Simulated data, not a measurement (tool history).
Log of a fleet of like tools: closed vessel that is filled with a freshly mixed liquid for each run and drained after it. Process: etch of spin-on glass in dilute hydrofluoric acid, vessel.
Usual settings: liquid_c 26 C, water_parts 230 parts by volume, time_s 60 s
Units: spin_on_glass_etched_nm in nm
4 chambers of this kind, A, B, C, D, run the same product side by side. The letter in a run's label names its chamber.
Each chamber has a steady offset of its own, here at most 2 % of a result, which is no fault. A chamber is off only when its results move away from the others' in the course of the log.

run,day,liquid_c,water_parts,time_s,"read-back film thickness of the spin-on glass reference wafer, read on the same gauge (nm)",spin_on_glass_etched_nm
1C,0.338,26,230,60,79.972,15.325
2D,0.883,26,230,60,79.985,15.087
3B,1.4,26,230,60,80.033,15.094
4A,1.983,26,230,60,79.994,14.834
5B,2.308,26,230,60,79.995,15.095
# day 2.688: chamber C: hydrofluoric acid flow meter replaced
6A,2.912,26,230,60,80.014,14.864
7D,3.492,24.5,230,60,79.997,14.325
8C,4.029,24.5,230,60,80.015,14.445
9C,4.662,24.5,230,60,79.985,14.298
10D,5.171,24.5,230,60,79.969,14.555
11B,5.5,26,230,60,79.982,15.037
12A,6.017,26,170,60,79.99,21.762
13A,6.333,26,170,60,80.016,21.76
14C,6.979,26,170,60,79.984,21.861
15B,7.646,26,170,60,79.983,21.622
16D,8.108,26,230,60,80.004,15.269
17C,8.412,26,230,60,80.041,15.156
18A,8.933,24.5,230,60,79.971,14.045
19D,9.538,24.5,230,60,80.016,14.386
20B,10.142,24.5,230,60,80.009,14.337
21B,10.792,24.5,230,60,79.977,14.459
22A,11.304,26,230,60,79.993,14.779
23C,11.912,26,230,60,80.007,14.881
# day 12.354: chamber A: thermometer replaced
24D,12.496,26,230,60,79.979,15.275
25C,12.979,26,230,60,80.01,14.613
26D,13.396,26,230,60,80.009,15.153
27B,14.033,26,230,60,79.979,15.317
28A,14.708,26,230,60,80.002,14.933
29C,15.008,26,230,60,80.021,14.717
30D,15.633,26,340,60,80.002,8.9699
31A,16.079,26,340,60,80.001,9.0584
32B,16.6,26,340,60,79.98,9.0483
33A,17.183,26,340,60,79.996,8.9175
34B,17.567,26,230,60,79.983,15.045
35D,18.238,26,230,60,79.974,15.331
36C,18.721,26,230,60,80.025,14.549
37B,19.058,26,230,60,79.993,14.949
38D,19.429,26,230,60,79.996,15.181
39C,19.904,26,230,60,80.01,14.471
40A,20.579,26,230,60,80.004,14.819
41D,21.033,26,230,60,80.001,15.277
42B,21.667,29.5,310,60,79.971,11.619
# day 21.933: chamber A: hydrofluoric acid flow meter replaced
43A,22.083,29.5,310,60,80.028,11.281

Is one chamber off against the others, does the gauge drift, or is nothing wrong? If a chamber is off, say which, and what the likeliest cause is.

Chamber C drifts away from the others.
Cause: liquid colder than its thermometer reads (K) = 1.96.

Here are 4 candidates for chamber C's next run, each the usual settings with a change, their results left as question marks. Which one brings its results back in line with what the others give on the usual settings?
In line means no further than this from the other chambers' mean on the usual settings: spin_on_glass_etched_nm 0.42 nm
44C-1,22.579,26,240,60,,?
44C-2,22.579,26,220,60,,?
44C-3,22.579,26,250,60,,?
44C-4,22.579,26,210,60,,?

The other chambers' mean on the usual settings: spin_on_glass_etched_nm 15.085 nm
run,spin_on_glass_etched_nm
44C-1,13.52
44C-2,15.04
44C-3,12.854
44C-4,15.913
44C-2 brings the chamber back in line.

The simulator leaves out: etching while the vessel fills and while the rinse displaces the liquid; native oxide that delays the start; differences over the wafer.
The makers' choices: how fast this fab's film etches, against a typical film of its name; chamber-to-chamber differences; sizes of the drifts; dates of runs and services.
